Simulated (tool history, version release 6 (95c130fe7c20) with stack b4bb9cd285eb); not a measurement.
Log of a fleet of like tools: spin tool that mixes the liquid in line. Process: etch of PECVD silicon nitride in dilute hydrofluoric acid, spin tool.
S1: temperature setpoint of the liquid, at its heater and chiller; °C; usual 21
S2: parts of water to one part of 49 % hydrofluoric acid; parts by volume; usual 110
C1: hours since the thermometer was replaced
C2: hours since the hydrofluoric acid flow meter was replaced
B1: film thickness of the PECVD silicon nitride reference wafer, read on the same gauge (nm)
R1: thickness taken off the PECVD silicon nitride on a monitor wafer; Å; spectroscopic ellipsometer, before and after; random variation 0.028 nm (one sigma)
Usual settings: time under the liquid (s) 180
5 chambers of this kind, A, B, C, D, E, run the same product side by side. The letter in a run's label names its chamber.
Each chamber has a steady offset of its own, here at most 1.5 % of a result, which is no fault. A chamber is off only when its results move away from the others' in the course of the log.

Run 1A, hour 3.7: usual settings; C1 600.2; C2 108.8; B1 89.975. Result: R1 46.069 Å.
Run 2B, hour 7.5: usual settings; C1 572.2; C2 651.4; B1 90.035. Result: R1 45.716 Å.
Run 3E, hour 13.0: usual settings; C1 1092.2; C2 1094.3; B1 90.002. Result: R1 45.987 Å.
Run 4D, hour 17.3: usual settings; C1 1309.4; C2 1441.3; B1 89.974. Result: R1 45.949 Å.
Run 5C, hour 23.1: usual settings; C1 266.6; C2 85.6; B1 89.988. Result: R1 46.796 Å.
Run 6C, hour 25.9: usual settings; C1 269.4; C2 88.4; B1 89.996. Result: R1 46.120 Å.
Run 7E, hour 30.0: usual settings; C1 1109.2; C2 1111.3; B1 90.012. Result: R1 45.526 Å.
Run 8D, hour 35.8: usual settings; C1 1327.9; C2 1459.8; B1 89.990. Result: R1 45.849 Å.
Run 9B, hour 39.7: usual settings; C1 604.4; C2 683.6; B1 90.008. Result: R1 45.814 Å.
Run 10A, hour 43.6: usual settings; C1 640.1; C2 148.7; B1 90.019. Result: R1 45.517 Å.
Run 11C, hour 46.3: usual settings but S2 75 parts by volume, time under the liquid (s) 140; C1 289.8; C2 108.8; B1 89.975. Result: R1 52.998 Å.
Run 12A, hour 52.2: usual settings but S2 75 parts by volume, time under the liquid (s) 140; C1 648.7; C2 157.3; B1 89.989. Result: R1 51.241 Å.
Run 13E, hour 57.1: usual settings but S2 75 parts by volume, time under the liquid (s) 140; C1 1136.3; C2 1138.4; B1 90.001. Result: R1 52.477 Å.
Run 14D, hour 62.4: usual settings but S2 75 parts by volume, time under the liquid (s) 140; C1 1354.5; C2 1486.4; B1 90.007. Result: R1 52.239 Å.
Run 15B, hour 65.5: usual settings but S2 75 parts by volume, time under the liquid (s) 140; C1 630.2; C2 709.4; B1 90.012. Result: R1 51.136 Å.
Run 16A, hour 70.4: usual settings; C1 666.9; C2 175.5; B1 90.010. Result: R1 46.163 Å.
Run 17D, hour 76.3: usual settings; C1 1368.4; C2 1500.3; B1 90.030. Result: R1 46.543 Å.
Run 18B, hour 80.6: usual settings; C1 645.3; C2 724.5; B1 90.017. Result: R1 45.819 Å.
Run 19C, hour 85.8: usual settings; C1 329.3; C2 148.3; B1 90.021. Result: R1 46.509 Å.
Run 20E, hour 88.8: usual settings; C1 1168.0; C2 1170.1; B1 90.003. Result: R1 44.881 Å.
Run 21D, hour 93.6: usual settings; C1 1385.7; C2 1517.6; B1 90.022. Result: R1 46.498 Å.
Run 22B, hour 97.9: usual settings; C1 662.6; C2 741.8; B1 90.008. Result: R1 45.803 Å.
Run 23E, hour 102.0: usual settings; C1 1181.2; C2 1183.3; B1 89.964. Result: R1 44.853 Å.
Run 24A, hour 106.9: usual settings but S2 125 parts by volume, time under the liquid (s) 145; C1 703.4; C2 212.0; B1 89.984. Result: R1 32.820 Å.
Run 25C, hour 110.5: usual settings but S2 125 parts by volume, time under the liquid (s) 145; C1 354.0; C2 173.0; B1 89.994. Result: R1 32.798 Å.
Run 26D, hour 116.4: usual settings but S2 125 parts by volume, time under the liquid (s) 145; C1 1408.5; C2 1540.4; B1 90.030. Result: R1 32.922 Å.
Run 27E, hour 119.5: usual settings but S2 125 parts by volume, time under the liquid (s) 145; C1 1198.7; C2 1200.8; B1 90.001. Result: R1 31.477 Å.
Run 28C, hour 125.3: usual settings but S2 125 parts by volume, time under the liquid (s) 145; C1 368.8; C2 187.8; B1 90.020. Result: R1 33.094 Å.
Run 29A, hour 129.4: usual settings; C1 725.9; C2 234.5; B1 90.044. Result: R1 46.098 Å.
Run 30B, hour 134.1: usual settings; C1 698.8; C2 778.0; B1 90.003. Result: R1 45.879 Å.
Run 31E, hour 137.9: usual settings; C1 1217.1; C2 1219.2; B1 90.052. Result: R1 43.684 Å.
Run 32B, hour 140.6: usual settings; C1 705.3; C2 784.5; B1 90.008. Result: R1 45.931 Å.
Run 33C, hour 144.0: usual settings but S1 25 °C; C1 387.5; C2 206.5; B1 90.006. Result: R1 60.698 Å.

Is one chamber off against the others, does the gauge drift, or is nothing wrong? If a chamber is off, say which, and what the likeliest cause is.

Chamber E drifts away from the others.
Cause: liquid colder than its thermometer reads (K) = 0.838.
The log may not tell that from: hydrofluoric acid flow below the setpoint (%).

Here are 4 candidates for chamber E's next run, each the usual settings with a change, their results left as question marks. Which one brings its results back in line with what the others give on the usual settings?
In line means no further than this from the other chambers' mean on the usual settings: R1 0.990 Å
Run 34E-1, hour 148.4: usual settings but time under the liquid (s) 190. Result: R1 ?.
Run 34E-2, hour 148.4: usual settings but time under the liquid (s) 185. Result: R1 ?.
Run 34E-3, hour 148.4: usual settings but time under the liquid (s) 170. Result: R1 ?.
Run 34E-4, hour 148.4: usual settings but time under the liquid (s) 175. Result: R1 ?.

The other chambers' mean on the usual settings: R1 46.112 Å
  run      R1
34E-1  45.838
34E-2  44.632
34E-3  41.013
34E-4  42.219
34E-1 brings the chamber back in line.

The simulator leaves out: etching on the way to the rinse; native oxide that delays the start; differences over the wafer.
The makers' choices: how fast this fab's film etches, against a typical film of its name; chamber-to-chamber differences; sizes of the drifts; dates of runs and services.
